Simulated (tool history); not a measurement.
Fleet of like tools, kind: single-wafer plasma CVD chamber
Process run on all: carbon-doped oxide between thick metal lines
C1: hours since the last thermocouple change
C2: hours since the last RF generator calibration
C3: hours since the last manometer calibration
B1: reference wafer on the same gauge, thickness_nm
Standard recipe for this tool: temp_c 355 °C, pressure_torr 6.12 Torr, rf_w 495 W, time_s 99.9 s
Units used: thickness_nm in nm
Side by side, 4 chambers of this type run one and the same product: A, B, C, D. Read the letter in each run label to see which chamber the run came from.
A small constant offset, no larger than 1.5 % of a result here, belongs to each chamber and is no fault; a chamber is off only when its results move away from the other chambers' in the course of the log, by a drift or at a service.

Run 1D, hour 15.1: usual settings; C1 1427; C2 215.1; C3 571.1; B1 557.44. Result: thickness_nm 504.11 nm.
Run 2A, hour 23.5: usual settings; C1 896.2; C2 734.5; C3 2461.5; B1 557.15. Result: thickness_nm 511.5 nm.
Run 3B, hour 33.4: usual settings; C1 51.4; C2 1501.6; C3 1065.2; B1 557.3. Result: thickness_nm 506.69 nm.
Run 4C, hour 44.8: usual settings; C1 2096.3; C2 665.1; C3 1542.6; B1 557.08. Result: thickness_nm 504.41 nm.
Run 5A, hour 52.7: usual settings; C1 925.4; C2 763.7; C3 2490.7; B1 557.16. Result: thickness_nm 505.48 nm.
Run 6B, hour 65.7: usual settings; C1 83.7; C2 1533.9; C3 1097.5; B1 557.26. Result: thickness_nm 507.98 nm.
Run 7D, hour 78.1: usual settings; C1 1490; C2 278.1; C3 634.1; B1 556.95. Result: thickness_nm 500.82 nm.
Run 8C, hour 91.4: usual settings but temp_c 346 °C, pressure_torr 4.9 Torr; C1 2142.9; C2 711.7; C3 1589.2; B1 557.18. Result: thickness_nm 501.46 nm.
Run 9D, hour 99.2: usual settings but temp_c 346 °C, pressure_torr 4.9 Torr; C1 1511.1; C2 299.2; C3 655.2; B1 557.22. Result: thickness_nm 500.15 nm.
Run 10A, hour 106: usual settings but temp_c 346 °C, pressure_torr 4.9 Torr; C1 978.7; C2 817; C3 2544; B1 557.28. Result: thickness_nm 505.7 nm.
Run 11C, hour 117.3: usual settings but temp_c 346 °C, pressure_torr 4.9 Torr; C1 2168.8; C2 737.6; C3 1615.1; B1 556.93. Result: thickness_nm 502.25 nm.
Run 12B, hour 131.2: usual settings; C1 149.2; C2 1599.4; C3 1163; B1 556.86. Result: thickness_nm 505.61 nm.
Run 13B, hour 142: usual settings; C1 160; C2 1610.2; C3 1173.8; B1 556.76. Result: thickness_nm 503.2 nm.
Run 14A, hour 152.9: usual settings; C1 1025.6; C2 863.9; C3 2590.9; B1 557.09. Result: thickness_nm 504.87 nm.
Run 15D, hour 164.2: usual settings; C1 1576.1; C2 364.2; C3 720.2; B1 557.3. Result: thickness_nm 503.22 nm.
Run 16C, hour 174.9: usual settings; C1 2226.4; C2 795.2; C3 1672.7; B1 556.64. Result: thickness_nm 506.31 nm.
Run 17B, hour 182.6: usual settings; C1 200.6; C2 1650.8; C3 1214.4; B1 556.98. Result: thickness_nm 504.67 nm.
At hour 184.9: chamber C: thermocouple changed; heater temperature recalibrated.
Run 18C, hour 197.2: usual settings; C1 12.4; C2 817.5; C3 1695; B1 557.06. Result: thickness_nm 502.41 nm.
Run 19A, hour 206.8: usual settings; C1 1079.5; C2 917.8; C3 2644.8; B1 557.08. Result: thickness_nm 509.61 nm.
Run 20D, hour 214.9: usual settings; C1 1626.8; C2 414.9; C3 770.9; B1 556.96. Result: thickness_nm 504.28 nm.
Run 21D, hour 222.7: usual settings; C1 1634.6; C2 422.7; C3 778.7; B1 557.3. Result: thickness_nm 500.87 nm.
Run 22A, hour 237.1: usual settings; C1 1109.8; C2 948.1; C3 2675.1; B1 557.27. Result: thickness_nm 510.92 nm.
Run 23B, hour 251.3: usual settings but temp_c 361 °C; C1 269.3; C2 1719.5; C3 1283.1; B1 557.07. Result: thickness_nm 499 nm.
Run 24C, hour 258.2: usual settings but temp_c 361 °C; C1 73.4; C2 878.5; C3 1756; B1 557.38. Result: thickness_nm 493.59 nm.
Run 25B, hour 272.6: usual settings but temp_c 361 °C; C1 290.6; C2 1740.8; C3 1304.4; B1 557.44. Result: thickness_nm 498.93 nm.
Run 26A, hour 284.3: usual settings but temp_c 361 °C; C1 1157; C2 995.3; C3 2722.3; B1 556.82. Result: thickness_nm 499.65 nm.
Run 27C, hour 296.3: usual settings; C1 111.5; C2 916.6; C3 1794.1; B1 556.9. Result: thickness_nm 496.92 nm.
Run 28D, hour 311.1: usual settings; C1 1723; C2 511.1; C3 867.1; B1 556.72. Result: thickness_nm 501.15 nm.
At hour 312.4: chamber C: capacitance manometer re-zeroed and calibrated.
Run 29C, hour 317.6: usual settings; C1 132.8; C2 937.9; C3 5.3; B1 557.18. Result: thickness_nm 500.42 nm.
At hour 318.1: chamber D: capacitance manometer re-zeroed and calibrated.
Run 30B, hour 326: usual settings but temp_c 360 °C, time_s 80.6 s; C1 344; C2 1794.2; C3 1357.8; B1 557.25. Result: thickness_nm 403.9 nm.
Run 31A, hour 337.5: usual settings but temp_c 360 °C, time_s 80.6 s; C1 1210.2; C2 1048.5; C3 2775.5; B1 556.91. Result: thickness_nm 409.37 nm.
Run 32D, hour 344.1: usual settings but temp_c 360 °C, time_s 80.6 s; C1 1756; C2 544.1; C3 26; B1 557.19. Result: thickness_nm 399.5 nm.
At hour 344.6: chamber A: capacitance manometer re-zeroed and calibrated.
Run 33B, hour 354.5: usual settings but temp_c 360 °C, time_s 80.6 s; C1 372.5; C2 1822.7; C3 1386.3; B1 557.12. Result: thickness_nm 403.1 nm.
Run 34A, hour 366.7: usual settings; C1 1239.4; C2 1077.7; C3 22.2; B1 556.86. Result: thickness_nm 508.59 nm.
Run 35D, hour 375.2: usual settings; C1 1787.1; C2 575.2; C3 57.1; B1 557.13. Result: thickness_nm 502.78 nm.
Run 36C, hour 390.2: usual settings but pressure_torr 5.51 Torr, rf_w 410 W; C1 205.4; C2 1010.5; C3 77.9; B1 556.89. Result: thickness_nm 429.34 nm.
Run 37D, hour 404.7: usual settings but pressure_torr 5.51 Torr, rf_w 410 W; C1 1816.6; C2 604.7; C3 86.6; B1 556.89. Result: thickness_nm 436.36 nm.
Run 38B, hour 416.6: usual settings but pressure_torr 5.51 Torr, rf_w 410 W; C1 434.6; C2 1884.8; C3 1448.4; B1 556.97. Result: thickness_nm 439.67 nm.
Run 39C, hour 423.3: usual settings but pressure_torr 5.51 Torr, rf_w 410 W; C1 238.5; C2 1043.6; C3 111; B1 556.7. Result: thickness_nm 425.96 nm.
Run 40A, hour 432.8: usual settings; C1 1305.5; C2 1143.8; C3 88.3; B1 557.38. Result: thickness_nm 511.62 nm.

Each of the 4 chambers runs these same settings next. Fill in every chamber's results:
Run 41A, hour 443.6: usual settings but time_s 114.5 s. Result: thickness_nm ?.
Run 41B, hour 443.6: usual settings but time_s 114.5 s. Result: thickness_nm ?.
Run 41C, hour 443.6: usual settings but time_s 114.5 s. Result: thickness_nm ?.
Run 41D, hour 443.6: usual settings but time_s 114.5 s. Result: thickness_nm ?.

run  thickness_nm
41A        585.76
41B        577.34
41C        562.81
41D        573.64
